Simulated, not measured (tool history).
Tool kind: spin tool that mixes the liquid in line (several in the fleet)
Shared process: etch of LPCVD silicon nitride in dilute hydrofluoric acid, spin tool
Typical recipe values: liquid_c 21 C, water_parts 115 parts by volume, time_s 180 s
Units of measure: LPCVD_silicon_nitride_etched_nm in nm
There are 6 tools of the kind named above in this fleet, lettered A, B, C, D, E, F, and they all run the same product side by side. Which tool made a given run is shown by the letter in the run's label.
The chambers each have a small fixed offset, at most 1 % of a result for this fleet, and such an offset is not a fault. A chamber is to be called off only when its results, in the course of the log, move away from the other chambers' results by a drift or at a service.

run,hour,liquid_c,water_parts,time_s,"read-back film thickness of the LPCVD silicon nitride reference wafer, read on the same gauge (nm)",LPCVD_silicon_nitride_etched_nm
1D,13.5,21,115,180,99.999,0.65259
2B,20.2,21,115,180,100.04,0.61025
3A,27.4,21,115,180,100.02,0.66224
4E,35.4,21,115,180,99.976,0.61467
5C,48.2,21,80,180,99.997,0.93865
6F,54.1,21,80,180,99.974,0.93286
7F,63.3,21,80,180,100.01,0.93297
8B,70.7,21,80,180,99.979,0.95087
9A,76.9,21,80,180,99.996,0.9357
# hour 82.5: chamber A: hydrofluoric acid flow meter replaced
10C,88.1,21,80,180,100.01,0.92645
11D,95.3,17.5,85,180,99.981,0.72772
12E,105.4,17.5,85,180,100.03,0.67553
13C,117.5,17.5,85,180,100.01,0.75609
14E,129.5,17.5,85,180,99.999,0.68352
15F,141.7,17.5,85,180,99.972,0.68889
16B,150.3,17.5,85,180,99.983,0.70162
17A,162.2,21,115,180,100.02,0.69035
18D,168.3,21,115,180,100.01,0.66114
19D,181.6,21,115,180,99.996,0.63049
20B,193.8,21,115,180,99.994,0.63385
21F,203.4,21,115,180,100.03,0.64173
22C,211.3,21,115,180,100.02,0.65822
23E,223.9,21,115,180,100.01,0.62934
24A,233,21,140,280,99.987,0.84684
25E,244.5,21,140,280,99.976,0.89272
# hour 248.7: chamber F: thermometer replaced
26D,251.2,21,140,280,100.04,0.84202
27C,262,21,140,280,100,0.84627
# hour 268.9: chamber B: hydrofluoric acid flow meter replaced
28B,272,21,140,280,99.994,0.88791
29A,284.5,21,140,280,100.02,0.87118
30F,291.3,21,80,180,99.992,0.90269
31B,303.1,21,80,180,99.961,0.90839
32F,310.6,21,80,180,99.996,0.97834
33C,323.5,21,80,180,99.96,0.89428
# hour 327.2: chamber C: hydrofluoric acid flow meter replaced
34A,333,21,80,180,99.988,0.99265
35D,344.9,21,80,180,99.993,0.87861
36E,358,21,115,180,100.01,0.63081
37D,365.4,21,115,180,100.01,0.67364
38A,371.6,21,115,180,99.975,0.64915
39C,385.1,21,115,180,99.996,0.61423

For the next run the whole fleet of 6 chambers uses the same settings. Give each chamber's results:
40A,394.8,21,115,180,,?
40B,394.8,21,115,180,,?
40C,394.8,21,115,180,,?
40D,394.8,21,115,180,,?
40E,394.8,21,115,180,,?
40F,394.8,21,115,180,,?

run,LPCVD_silicon_nitride_etched_nm
40A,0.59581
40B,0.62409
40C,0.63954
40D,0.67343
40E,0.67004
40F,0.63426
